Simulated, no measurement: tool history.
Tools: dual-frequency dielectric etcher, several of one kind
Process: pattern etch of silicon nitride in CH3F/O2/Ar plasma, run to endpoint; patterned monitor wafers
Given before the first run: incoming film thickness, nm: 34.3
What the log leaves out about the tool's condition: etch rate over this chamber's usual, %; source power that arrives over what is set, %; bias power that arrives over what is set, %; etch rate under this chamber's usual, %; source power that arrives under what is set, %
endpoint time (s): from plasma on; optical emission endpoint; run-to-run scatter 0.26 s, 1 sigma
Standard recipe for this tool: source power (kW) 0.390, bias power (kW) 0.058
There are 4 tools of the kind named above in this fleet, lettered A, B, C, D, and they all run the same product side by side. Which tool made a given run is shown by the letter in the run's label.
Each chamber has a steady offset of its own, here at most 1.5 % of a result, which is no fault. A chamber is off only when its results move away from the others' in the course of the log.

run	hour	source power (kW)	bias power (kW)	hours since the last wet clean	hours since the last source power generator calibration	hours since the last bias power generator calibration	endpoint time (s)
1B	11.7	0.390	0.058	235.8	1594.6	1769.4	53.171
2C	19.4	0.390	0.058	314.6	268.6	1394.9	53.462
3A	28.5	0.390	0.058	367.3	1573.0	1977.3	54.171
4D	33.8	0.390	0.058	257.4	4091.4	953.5	53.759
5A	43.1	0.390	0.058	381.9	1587.6	1991.9	54.149
6B	55.0	0.390	0.058	279.1	1637.9	1812.7	53.163
7C	65.2	0.390	0.058	360.4	314.4	1440.7	53.635
8D	74.1	0.390	0.058	297.7	4131.7	993.8	54.254
9B	85.2	0.470	0.064	309.3	1668.1	1842.9	48.284
10A	91.4	0.470	0.064	430.2	1635.9	2040.2	48.899
11C	103.7	0.470	0.064	398.9	352.9	1479.2	48.560
12D	112.0	0.470	0.064	335.6	4169.6	1031.7	48.615
13D	121.2	0.390	0.058	344.8	4178.8	1040.9	53.795
14A	133.4	0.390	0.058	472.2	1677.9	2082.2	54.007
15B	143.4	0.390	0.058	367.5	1726.3	1901.1	53.182
16C	153.7	0.390	0.058	448.9	402.9	1529.2	53.280
17D	159.9	0.430	0.053	383.5	4217.5	1079.6	53.647
18A	167.1	0.430	0.053	505.9	1711.6	2115.9	53.470
# hour 169.4: chamber B: bias power generator calibrated
19B	178.3	0.430	0.053	402.4	1761.2	8.9	53.142
20C	190.4	0.430	0.053	485.6	439.6	1565.9	52.990
# hour 197.5: chamber D: wet clean of the chamber
21A	200.4	0.390	0.058	539.2	1744.9	2149.2	54.062
# hour 203.1: chamber A: wet clean of the chamber
# hour 208.1: chamber B: wet clean of the chamber
# hour 209.2: chamber C: wet clean of the chamber
22C	210.9	0.390	0.058	1.7	460.1	1586.4	53.667
23B	222.0	0.390	0.058	14.0	1804.9	52.6	54.068
24D	232.5	0.390	0.058	35.0	4290.1	1152.2	53.550
25C	244.6	0.390	0.058	35.4	493.8	1620.1	53.207
26D	255.2	0.430	0.049	57.7	4312.8	1174.9	54.737
27B	267.4	0.430	0.049	59.4	1850.3	98.0	54.409
28A	272.9	0.430	0.049	69.8	1817.4	2221.7	52.555
29C	280.5	0.430	0.049	71.3	529.7	1656.0	54.282
# hour 280.9: chamber A: source power generator calibrated
30B	286.8	0.450	0.066	78.8	1869.7	117.4	48.581
31A	298.2	0.450	0.066	95.1	17.4	2247.0	46.825
32D	308.1	0.450	0.066	110.6	4365.7	1227.8	48.970
33D	316.2	0.450	0.066	118.7	4373.8	1235.9	48.762
34B	326.2	0.390	0.058	118.2	1909.1	156.8	53.111

Does one chamber stand apart from the rest, does the shared gauge drift, or is all well apart from small per-chamber offsets? Give the chamber and the most likely cause, where there is one.

Chamber A came out of a service off from its peers and stayed that way.
Cause: etch rate over this chamber's usual, % = 4.93.

Here are 4 candidates for chamber A's next run, each the usual settings with a change, their results left as question marks. Which one brings its results back in line with what the others give on the usual settings?
In line here means within this much of the mean the other chambers give on the usual settings: endpoint time (s) 0.900
35A-1	335.1	0.390	0.044				?
35A-2	335.1	0.440	0.064				?
35A-3	335.1	0.430	0.058				?
35A-4	335.1	0.370	0.055				?

The mean the other chambers reach with the usual settings: endpoint time (s) 53.554
run	endpoint time (s)
35A-1	56.379
35A-2	47.711
35A-3	49.729
35A-4	53.585
35A-4 is the one that brings the chamber's results back in line with the other chambers.
